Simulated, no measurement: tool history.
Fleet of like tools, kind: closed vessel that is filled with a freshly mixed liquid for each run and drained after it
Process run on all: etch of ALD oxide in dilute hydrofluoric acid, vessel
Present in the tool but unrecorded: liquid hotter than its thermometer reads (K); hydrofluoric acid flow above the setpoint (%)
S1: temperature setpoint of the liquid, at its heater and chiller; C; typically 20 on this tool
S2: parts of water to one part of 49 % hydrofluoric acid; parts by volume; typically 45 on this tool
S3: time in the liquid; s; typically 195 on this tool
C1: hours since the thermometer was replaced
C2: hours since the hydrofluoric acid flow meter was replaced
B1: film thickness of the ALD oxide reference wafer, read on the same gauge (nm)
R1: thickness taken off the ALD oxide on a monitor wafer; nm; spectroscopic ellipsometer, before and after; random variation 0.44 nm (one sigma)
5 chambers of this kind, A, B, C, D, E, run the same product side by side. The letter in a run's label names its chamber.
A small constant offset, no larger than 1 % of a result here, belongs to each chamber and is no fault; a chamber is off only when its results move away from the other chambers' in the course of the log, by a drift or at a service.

run   hour  S1  S2   S3      C1      C2      B1      R1
 1D    4.4  20  45  195   261.4    88.0  130.00  55.838
 2C   10.7  20  45  195   570.1   567.9  129.99  56.010
 3B   16.1  20  45  195  1946.3  2110.1  129.98  56.387
 4E   23.9  20  45  195   206.6   868.3  129.98  56.372
 5A   27.9  20  45  195    62.6   503.3  130.02  56.111
 6C   33.0  20  45  195   592.4   590.2  129.97  56.154
 7B   41.2  20  45  195  1971.4  2135.2  130.00  55.793
 8D   45.2  20  45  195   302.2   128.8  130.01  56.079
 9E   48.8  20  45  195   231.5   893.2  130.03  56.112
10A   56.2  20  45  195    90.9   531.6  130.02  56.902
11B   60.5  20  45  100  1990.7  2154.5  130.00  28.526
12C   64.1  20  45  100   623.5   621.3  130.06  29.187
13A   72.2  20  45  100   106.9   547.6  129.98  29.288
14D   78.4  20  45  100   335.4   162.0  129.98  29.116
15E   85.2  20  45  100   267.9   929.6  129.97  29.089
16D   91.0  20  45  195   348.0   174.6  130.04  55.544
17E   96.3  20  45  195   279.0   940.7  130.02  57.517
18C  100.7  20  45  195   660.1   657.9  130.01  56.376
19B  107.0  20  45  195  2037.2  2201.0  130.03  55.571
20A  114.7  20  45  195   149.4   590.1  129.99  56.879
21B  121.2  20  45  195  2051.4  2215.2  130.00  56.293
22A  126.4  20  45  195   161.1   601.8  130.03  55.645
23C  131.8  20  45  195   691.2   689.0  130.02  56.528
24E  138.9  20  45  195   321.6   983.3  130.03  58.899
25D  147.1  20  45  195   404.1   230.7  129.99  55.839
26E  151.0  20  45  195   333.7   995.4  130.00  58.291
27A  158.1  20  45  195   192.8   633.5  130.01  56.901
28C  165.8  20  45  195   725.2   723.0  130.02  56.198
29B  172.2  20  45  195  2102.4  2266.2  130.04  55.768
30D  179.1  20  35  195   436.1   262.7  130.01  72.866

Which is it: a chamber that has drifted or been left off by a service, a gauge drift common to all chambers, or only each chamber's usual small offset? If a chamber is off, name it and its likeliest cause.

Little by little, chamber E moves away from the other chambers.
What lies behind it: hydrofluoric acid flow above the setpoint (%) = 5.09.
With only this log, it may be confused with: liquid hotter than its thermometer reads (K).

Chamber E could run next with any of the 4 candidate recipes listed below; each alters the usual settings, and their results appear as question marks. Which one brings its results back in line with what the other chambers deliver on the usual settings?
In line here means within this much of the mean the other chambers give on the usual settings: R1 1.500 nm
31E-1  184.9  20.5  45  210               ?
31E-2  184.9  17.5  45  195               ?
31E-3  184.9  20.0  45  185               ?
31E-4  184.9  20.0  45  205               ?

Mean of the other chambers on the usual settings: R1 56.341 nm
  run      R1
31E-1  64.689
31E-2  52.797
31E-3  55.787
31E-4  61.818
31E-3 puts the chamber back in line with the other chambers.

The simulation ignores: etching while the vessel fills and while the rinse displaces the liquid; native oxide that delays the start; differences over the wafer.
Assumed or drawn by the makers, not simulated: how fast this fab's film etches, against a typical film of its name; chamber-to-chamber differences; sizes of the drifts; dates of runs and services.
